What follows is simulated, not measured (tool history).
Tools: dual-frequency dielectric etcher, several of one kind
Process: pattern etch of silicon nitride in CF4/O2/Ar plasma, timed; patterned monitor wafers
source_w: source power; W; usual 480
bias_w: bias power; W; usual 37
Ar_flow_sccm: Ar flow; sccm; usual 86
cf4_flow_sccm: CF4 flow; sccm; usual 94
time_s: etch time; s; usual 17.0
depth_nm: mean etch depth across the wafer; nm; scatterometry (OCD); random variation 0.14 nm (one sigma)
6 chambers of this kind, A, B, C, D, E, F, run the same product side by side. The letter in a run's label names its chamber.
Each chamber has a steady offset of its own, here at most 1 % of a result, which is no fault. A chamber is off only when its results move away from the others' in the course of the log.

| run | day | source_w | bias_w | Ar_flow_sccm | cf4_flow_sccm | time_s | hours since the last wet clean | hours since the last source power generator calibration | hours since the last bias power generator calibration | hours since the last Ar flow controller change | hours since the last CF4 flow controller change | read-back reference wafer on the same gauge, depth_nm | depth_nm |
|---|---|---|---|---|---|---|---|---|---|---|---|---|---|
|  | 0.021 | chamber C: wet clean of the chamber |
| 1D | 0.171 | 480 | 37 | 86 | 94 | 17.0 | 516.2 | 749.3 | 116.3 | 4804.9 | 1030.4 | 32.393 | 28.369 |
| 2F | 0.438 | 480 | 37 | 86 | 94 | 17.0 | 82.6 | 284.4 | 1007.6 | 1537.5 | 984.8 | 32.393 | 28.204 |
| 3A | 0.746 | 480 | 37 | 86 | 94 | 17.0 | 146.2 | 3284.9 | 949.5 | 2112.2 | 4173.2 | 32.390 | 28.018 |
| 4E | 1.042 | 480 | 37 | 86 | 94 | 17.0 | 416.1 | 2268.4 | 1036.2 | 2437.1 | 795.7 | 32.403 | 28.198 |
| 5B | 1.267 | 480 | 37 | 86 | 94 | 17.0 | 470.2 | 534.4 | 374.6 | 1620.2 | 1751.8 | 32.426 | 28.109 |
| 6C | 1.475 | 480 | 37 | 86 | 94 | 17.0 | 35.0 | 2353.7 | 2099.6 | 1218.0 | 60.0 | 32.354 | 28.259 |
| 7D | 1.742 | 540 | 37 | 86 | 94 | 19.5 | 553.9 | 787.0 | 154.0 | 4842.6 | 1068.1 | 32.371 | 36.036 |
| 8A | 1.979 | 540 | 37 | 86 | 94 | 19.5 | 175.8 | 3314.5 | 979.1 | 2141.8 | 4202.8 | 32.364 | 35.678 |
| 9F | 2.208 | 540 | 37 | 86 | 94 | 19.5 | 125.1 | 326.9 | 1050.1 | 1580.0 | 1027.3 | 32.410 | 35.579 |
| 10E | 2.442 | 540 | 37 | 86 | 94 | 19.5 | 449.7 | 2302.0 | 1069.8 | 2470.7 | 829.3 | 32.399 | 35.989 |
|  | 2.571 | chamber C: bias power generator calibrated |
| 11B | 2.708 | 540 | 37 | 86 | 94 | 19.5 | 504.8 | 569.0 | 409.2 | 1654.8 | 1786.4 | 32.383 | 35.716 |
| 12C | 2.942 | 540 | 37 | 86 | 94 | 19.5 | 70.2 | 2388.9 | 8.9 | 1253.2 | 95.2 | 32.427 | 35.934 |
| 13E | 3.167 | 480 | 37 | 86 | 75 | 15.0 | 467.1 | 2319.4 | 1087.2 | 2488.1 | 846.7 | 32.383 | 24.203 |
| 14F | 3.462 | 480 | 37 | 86 | 75 | 15.0 | 155.2 | 357.0 | 1080.2 | 1610.1 | 1057.4 | 32.398 | 24.108 |
|  | 3.612 | chamber A: source power generator calibrated |
|  | 3.704 | chamber D: wet clean of the chamber |
| 15C | 3.717 | 480 | 37 | 86 | 75 | 15.0 | 88.8 | 2407.5 | 27.5 | 1271.8 | 113.8 | 32.399 | 24.321 |
|  | 3.846 | chamber E: wet clean of the chamber |
| 16B | 3.892 | 480 | 37 | 86 | 75 | 15.0 | 533.2 | 597.4 | 437.6 | 1683.2 | 1814.8 | 32.395 | 24.043 |
| 17D | 4.058 | 480 | 37 | 86 | 75 | 15.0 | 8.6 | 842.6 | 209.6 | 4898.2 | 1123.7 | 32.402 | 24.085 |
| 18A | 4.288 | 480 | 37 | 86 | 75 | 15.0 | 231.2 | 16.3 | 1034.5 | 2197.2 | 4258.2 | 32.404 | 24.313 |
| 19F | 4.467 | 480 | 37 | 86 | 94 | 17.0 | 179.3 | 381.1 | 1104.3 | 1634.2 | 1081.5 | 32.381 | 28.133 |
| 20C | 4.729 | 480 | 37 | 86 | 94 | 17.0 | 113.1 | 2431.8 | 51.8 | 1296.1 | 138.1 | 32.383 | 28.459 |
| 21D | 5.004 | 480 | 37 | 86 | 94 | 17.0 | 31.3 | 865.3 | 232.3 | 4920.9 | 1146.4 | 32.413 | 28.136 |
| 22E | 5.346 | 480 | 37 | 86 | 94 | 17.0 | 36.0 | 2371.7 | 1139.5 | 2540.4 | 899.0 | 32.369 | 27.149 |
| 23A | 5.538 | 480 | 37 | 86 | 94 | 17.0 | 261.2 | 46.3 | 1064.5 | 2227.2 | 4288.2 | 32.374 | 28.443 |
| 24B | 5.875 | 480 | 37 | 86 | 94 | 17.0 | 580.8 | 645.0 | 485.2 | 1730.8 | 1862.4 | 32.370 | 27.903 |
| 25B | 6.133 | 480 | 37 | 86 | 94 | 17.0 | 587.0 | 651.2 | 491.4 | 1737.0 | 1868.6 | 32.384 | 28.333 |
|  | 6.212 | chamber B: wet clean of the chamber |
| 26E | 6.296 | 480 | 37 | 71 | 94 | 19.5 | 58.8 | 2394.5 | 1162.3 | 2563.2 | 921.8 | 32.366 | 31.993 |
| 27A | 6.529 | 480 | 37 | 71 | 94 | 19.5 | 285.0 | 70.1 | 1088.3 | 2251.0 | 4312.0 | 32.466 | 33.238 |
| 28F | 6.779 | 480 | 37 | 71 | 94 | 19.5 | 234.8 | 436.6 | 1159.8 | 1689.7 | 1137.0 | 32.420 | 33.082 |
| 29C | 7.046 | 480 | 37 | 71 | 94 | 19.5 | 168.7 | 2487.4 | 107.4 | 1351.7 | 193.7 | 32.380 | 33.286 |
| 30D | 7.258 | 480 | 37 | 71 | 94 | 19.5 | 85.4 | 919.4 | 286.4 | 4975.0 | 1200.5 | 32.415 | 33.272 |
| 31C | 7.529 | 480 | 37 | 71 | 94 | 19.5 | 180.3 | 2499.0 | 119.0 | 1363.3 | 205.3 | 32.400 | 33.272 |
| 32A | 7.783 | 480 | 37 | 86 | 94 | 17.0 | 315.1 | 100.2 | 1118.4 | 2281.1 | 4342.1 | 32.429 | 28.329 |
| 33F | 8.058 | 480 | 30 | 86 | 94 | 17.0 | 265.5 | 467.3 | 1190.5 | 1720.4 | 1167.7 | 32.356 | 26.187 |
| 34D | 8.300 | 480 | 30 | 86 | 94 | 17.0 | 110.4 | 944.4 | 311.4 | 5000.0 | 1225.5 | 32.441 | 26.330 |
| 35E | 8.483 | 480 | 30 | 86 | 94 | 17.0 | 111.3 | 2447.0 | 1214.8 | 2615.7 | 974.3 | 32.427 | 25.361 |
| 36B | 8.654 | 480 | 30 | 86 | 94 | 17.0 | 58.7 | 711.7 | 551.9 | 1797.5 | 1929.1 | 32.422 | 26.129 |

Is one chamber off against the others, does the gauge drift, or is nothing wrong? If a chamber is off, say which, and what the likeliest cause is.

A service left chamber E off against the others.
Cause: etch rate under this chamber's usual, % = 2.86.

Here are 4 candidates for chamber E's next run, each the usual settings with a change, their results left as question marks. Which one brings its results back in line with what the others give on the usual settings?
In line means no further than this from the other chambers' mean on the usual settings: depth_nm 0.480 nm
| 37E-1 | 8.900 | 510 | 38 | 85 | 94 | 17.0 |  |  |  |  |  |  | ? |
| 37E-2 | 8.900 | 500 | 37 | 86 | 94 | 17.0 |  |  |  |  |  |  | ? |
| 37E-3 | 8.900 | 480 | 37 | 86 | 94 | 16.0 |  |  |  |  |  |  | ? |
| 37E-4 | 8.900 | 480 | 37 | 86 | 73 | 17.0 |  |  |  |  |  |  | ? |

The other chambers' mean on the usual settings: depth_nm 28.201 nm
| run | depth_nm |
|---|---|
| 37E-1 | 29.126 |
| 37E-2 | 28.322 |
| 37E-3 | 25.730 |
| 37E-4 | 26.411 |
37E-2 brings the chamber back in line.
